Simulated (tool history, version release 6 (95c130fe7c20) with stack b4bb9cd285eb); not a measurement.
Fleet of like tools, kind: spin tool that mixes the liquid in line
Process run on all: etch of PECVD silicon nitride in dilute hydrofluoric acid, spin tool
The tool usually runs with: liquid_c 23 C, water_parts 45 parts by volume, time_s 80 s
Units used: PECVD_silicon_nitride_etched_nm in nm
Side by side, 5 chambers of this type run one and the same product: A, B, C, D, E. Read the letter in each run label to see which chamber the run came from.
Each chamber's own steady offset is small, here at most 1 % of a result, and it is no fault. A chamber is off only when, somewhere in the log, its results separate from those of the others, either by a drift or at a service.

run,hour,liquid_c,water_parts,time_s,hours since the thermometer was replaced,hours since the hydrofluoric acid flow meter was replaced,"read-back film thickness of the PECVD silicon nitride reference wafer, read on the same gauge (nm)",PECVD_silicon_nitride_etched_nm
1C,3.9,23,45,80,2571.8,634,89.983,5.5483
# hour 4.6: chamber C: thermometer replaced
2A,8.8,23,45,80,1012.7,166.9,90.007,5.5072
3B,14.5,23,45,80,842.1,54,89.987,5.522
4D,19.4,23,45,80,401.9,303.6,89.998,5.5216
5E,23.6,23,45,80,38.6,1673.6,89.989,5.5234
6D,28.7,23,45,80,411.2,312.9,89.986,5.5079
7B,34.1,23,45,80,861.7,73.6,89.995,5.6002
8C,38.5,19.5,45,55,33.9,668.6,90.014,2.9811
9A,42.5,19.5,45,55,1046.4,200.6,90.016,2.9849
10E,46.9,19.5,45,55,61.9,1696.9,90.02,2.973
11E,50.3,19.5,45,55,65.3,1700.3,90.014,3.0219
12C,53.9,19.5,45,55,49.3,684,89.992,2.9699
13B,57.8,21,60,80,885.4,97.3,89.996,3.5731
14A,62.1,21,60,80,1066,220.2,89.995,3.6088
15D,66.4,21,60,80,448.9,350.6,90.004,3.624
16E,70.8,21,60,80,85.8,1720.8,90.009,3.619
17D,75.4,21,60,80,457.9,359.6,89.991,3.6036
18B,81.1,23,45,80,908.7,120.6,89.991,5.5887
19C,85.8,23,45,80,81.2,715.9,89.997,5.5204
20A,91,23,45,80,1094.9,249.1,90.01,5.567
21A,95.7,23,45,80,1099.6,253.8,90.013,5.5394
22D,100.4,23,45,80,482.9,384.6,90.003,5.541
23E,104.8,23,45,80,119.8,1754.8,89.996,5.6566
24B,110.5,23,45,80,938.1,150,89.984,5.5209
25C,115.6,23,45,80,111,745.7,89.983,5.552
26E,121.3,23,45,80,136.3,1771.3,89.986,5.6256
27B,125.5,23,45,80,953.1,165,89.997,5.4544
28D,130.8,23,45,80,513.3,415,89.994,5.5578
29C,135.6,23,45,80,131,765.7,90.016,5.6118
30A,141.2,23,45,80,1145.1,299.3,90.002,5.5169
31D,145.4,20.5,45,80,527.9,429.6,89.981,4.6443
32B,150.1,20.5,45,80,977.7,189.6,89.991,4.6117
33E,153.9,20.5,45,80,168.9,1803.9,89.979,4.7467
34C,157.4,20.5,45,80,152.8,787.5,89.982,4.6065

Has any chamber moved away from the others, gradually or after a service, or does the common gauge drift, or do the chambers differ only by their own small steady offsets? State the chamber and the most likely cause if one applies.

Beyond each chamber's small constant offset nothing stands out, and the gauge stays steady.
